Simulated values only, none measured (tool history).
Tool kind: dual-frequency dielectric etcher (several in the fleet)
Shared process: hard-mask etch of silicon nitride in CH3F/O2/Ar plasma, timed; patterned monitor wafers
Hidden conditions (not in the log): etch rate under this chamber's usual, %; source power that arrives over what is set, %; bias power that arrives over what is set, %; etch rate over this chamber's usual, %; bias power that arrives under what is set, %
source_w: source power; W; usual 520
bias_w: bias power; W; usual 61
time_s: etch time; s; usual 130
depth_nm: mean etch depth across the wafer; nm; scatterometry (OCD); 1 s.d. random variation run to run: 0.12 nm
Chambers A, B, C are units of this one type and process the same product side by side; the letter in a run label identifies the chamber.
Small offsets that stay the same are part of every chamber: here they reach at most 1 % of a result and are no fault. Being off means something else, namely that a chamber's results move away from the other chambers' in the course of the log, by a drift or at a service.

run,day,source_w,bias_w,time_s,hours since the last wet clean,hours since the last source power generator calibration,hours since the last bias power generator calibration,"read-back reference wafer on the same gauge, depth_nm",depth_nm
# day 0.004: chamber C: bias power generator calibrated
1A,0.5,520,61,130,269.6,2137.5,1546.2,77.645,94.995
2B,0.925,520,61,130,336.2,94.1,1348,77.638,94.817
3C,1.242,520,61,130,150.7,607.6,29.7,77.643,96.036
4A,1.767,520,61,130,300,2167.9,1576.6,77.653,95.059
# day 2.125: chamber A: source power generator calibrated
5B,2.279,520,61,130,368.7,126.6,1380.5,77.649,94.674
6C,2.729,520,61,130,186.4,643.3,65.4,77.669,96.104
7A,3.125,450,61,130,332.6,24,1609.2,77.695,89.963
8B,3.521,450,61,130,398.5,156.4,1410.3,77.71,89.298
# day 3.775: chamber B: wet clean of the chamber
9C,3.846,450,61,130,213.2,670.1,92.2,77.732,91.182
10B,4.35,520,61,130,13.8,176.3,1430.2,77.717,94.791
11C,4.992,520,61,106,240.7,697.6,119.7,77.742,78.552
12A,5.333,520,61,106,385.6,77,1662.2,77.76,77.628
13C,5.767,520,61,106,259.3,716.2,138.3,77.774,78.486
14A,6.183,520,61,130,406,97.4,1682.6,77.786,95.244
15B,6.583,520,50,110.5,67.4,229.9,1483.8,77.762,75.733
16B,7.062,520,50,110.5,78.9,241.4,1495.3,77.803,75.572
17C,7.467,520,50,110.5,300.1,757,179.1,77.828,77.033
18A,7.746,520,61,130,443.5,134.9,1720.1,77.846,95.421
19B,8.288,520,61,130,108.3,270.8,1524.7,77.85,94.867
20A,8.779,520,61,130,468.3,159.7,1744.9,77.864,95.293
21C,9.288,520,61,130,343.8,800.7,222.8,77.842,96.342
22C,9.767,520,61,130,355.3,812.2,234.3,77.878,96.39
23A,10.092,520,61,130,499.8,191.2,1776.4,77.861,95.382
# day 10.475: chamber A: wet clean of the chamber
24B,10.688,520,61,130,165.9,328.4,1582.3,77.919,95.079
25C,11.017,520,61,130,385.3,842.2,264.3,77.911,96.405
26A,11.475,520,61,130,24,224.4,1809.6,77.941,95.234
27B,12.075,520,61,130,199.2,361.7,1615.6,77.947,95.138
28C,12.362,520,61,130,417.6,874.5,296.6,77.955,96.529
29A,12.833,520,61,130,56.6,257,1842.2,77.979,95.74
30B,13.3,520,67,163.5,228.6,391.1,1645,78.005,123.14
31C,13.796,520,67,163.5,452,908.9,331,77.989,125.06

All chambers now run identical settings, listed one chamber a line with results as question marks. What results will each chamber show?
32A,14.25,520,49,130,,,,,?
32B,14.25,520,49,130,,,,,?
32C,14.25,520,49,130,,,,,?

run,depth_nm
32A,89.097
32B,88.762
32C,90.181
